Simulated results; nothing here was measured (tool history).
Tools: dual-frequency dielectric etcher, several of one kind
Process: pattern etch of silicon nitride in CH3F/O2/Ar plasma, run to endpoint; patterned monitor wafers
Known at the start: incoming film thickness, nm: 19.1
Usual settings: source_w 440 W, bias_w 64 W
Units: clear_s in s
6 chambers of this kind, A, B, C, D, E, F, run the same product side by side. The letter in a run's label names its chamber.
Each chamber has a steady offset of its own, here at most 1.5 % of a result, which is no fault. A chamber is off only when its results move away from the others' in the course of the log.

Run 1A, hour 11.1: usual settings. Result: clear_s 27.697 s.
Run 2E, hour 18.8: usual settings. Result: clear_s 27.848 s.
At hour 22.5: chamber E: wet clean of the chamber.
Run 3D, hour 26.2: usual settings. Result: clear_s 28.287 s.
Run 4F, hour 36.9: usual settings. Result: clear_s 27.611 s.
Run 5C, hour 50.8: usual settings. Result: clear_s 27.808 s.
Run 6B, hour 63.8: usual settings. Result: clear_s 27.939 s.
Run 7B, hour 76.2: usual settings. Result: clear_s 27.843 s.
Run 8A, hour 86: usual settings. Result: clear_s 27.641 s.
Run 9D, hour 94.4: usual settings. Result: clear_s 28.029 s.
Run 10F, hour 106.8: usual settings. Result: clear_s 27.631 s.
Run 11C, hour 115: usual settings. Result: clear_s 27.669 s.
Run 12E, hour 128.2: usual settings. Result: clear_s 27.929 s.
Run 13C, hour 139.7: usual settings. Result: clear_s 27.8 s.
At hour 153.3: chamber C: wet clean of the chamber.
Run 14D, hour 153.4: usual settings. Result: clear_s 28.115 s.
Run 15A, hour 164.9: usual settings. Result: clear_s 27.516 s.
Run 16E, hour 171.4: usual settings. Result: clear_s 27.948 s.
Run 17F, hour 181.9: usual settings but bias_w 78 W. Result: clear_s 25.566 s.
At hour 184.3: chamber F: wet clean of the chamber.
Run 18B, hour 191.7: usual settings but bias_w 78 W. Result: clear_s 25.969 s.
Run 19E, hour 202.4: usual settings but bias_w 78 W. Result: clear_s 26.122 s.
Run 20C, hour 212.8: usual settings but bias_w 78 W. Result: clear_s 25.782 s.
At hour 219.9: chamber B: bias power generator calibrated.
Run 21D, hour 221.8: usual settings but bias_w 78 W. Result: clear_s 26.063 s.
Run 22B, hour 235.3: usual settings but bias_w 78 W. Result: clear_s 25.84 s.
Run 23A, hour 245.3: usual settings. Result: clear_s 27.75 s.
Run 24F, hour 254: usual settings. Result: clear_s 27.875 s.
Run 25B, hour 263: usual settings. Result: clear_s 27.396 s.
Run 26C, hour 272.2: usual settings. Result: clear_s 27.674 s.
Run 27F, hour 285.8: usual settings. Result: clear_s 27.817 s.
At hour 286.9: chamber D: wet clean of the chamber.
Run 28E, hour 300.6: usual settings. Result: clear_s 28.042 s.
At hour 307.4: chamber A: wet clean of the chamber.
Run 29D, hour 312.5: usual settings. Result: clear_s 28.023 s.
Run 30A, hour 319.5: usual settings but source_w 510 W. Result: clear_s 26.079 s.
Run 31C, hour 330.3: usual settings but source_w 510 W. Result: clear_s 26.11 s.
Run 32A, hour 339.2: usual settings but source_w 510 W. Result: clear_s 26.111 s.
Run 33E, hour 346.1: usual settings but source_w 510 W. Result: clear_s 26.367 s.
Run 34B, hour 355.5: usual settings but source_w 510 W. Result: clear_s 25.733 s.
Run 35F, hour 366.9: usual settings but source_w 510 W. Result: clear_s 26.134 s.
Run 36D, hour 376.3: usual settings but bias_w 51 W. Result: clear_s 29.918 s.
Run 37E, hour 383: usual settings but bias_w 51 W. Result: clear_s 29.949 s.
Run 38D, hour 396.8: usual settings but bias_w 51 W. Result: clear_s 30.23 s.
Run 39B, hour 409.4: usual settings but bias_w 51 W. Result: clear_s 29.148 s.
Run 40C, hour 417.8: usual settings but bias_w 51 W. Result: clear_s 29.701 s.
At hour 422: chamber F: bias power generator calibrated.
Run 41F, hour 428.1: usual settings but bias_w 51 W. Result: clear_s 29.823 s.
Run 42A, hour 440.1: usual settings. Result: clear_s 27.954 s.
Run 43A, hour 452.5: usual settings but source_w 510 W, bias_w 57 W. Result: clear_s 27.312 s.
Run 44F, hour 464.8: usual settings but source_w 510 W, bias_w 57 W. Result: clear_s 27.059 s.

What goes on in this fleet: one chamber off, a drifting gauge, or nothing beyond the chambers' own small offsets? Name the chamber and the cause, if any.

Chamber B drifts away from the others.
Cause: etch rate over this chamber's usual, % = 2.99.

Here are 4 candidates for chamber B's next run, each the usual settings with a change, their results left as question marks. Which one brings its results back in line with what the others give on the usual settings?
In line means no further than this from the other chambers' mean on the usual settings: clear_s 0.41 s
Run 45B-1, hour 475.5: usual settings but source_w 420 W, bias_w 62 W. Result: clear_s ?.
Run 45B-2, hour 475.5: usual settings but source_w 460 W, bias_w 66 W. Result: clear_s ?.
Run 45B-3, hour 475.5: usual settings but source_w 480 W, bias_w 69 W. Result: clear_s ?.
Run 45B-4, hour 475.5: usual settings but source_w 380 W. Result: clear_s ?.

The other chambers' mean on the usual settings: clear_s 27.787 s
  run  clear_s
45B-1   27.727
45B-2   26.215
45B-3   25.407
45B-4   28.529
45B-1 brings the chamber back in line.
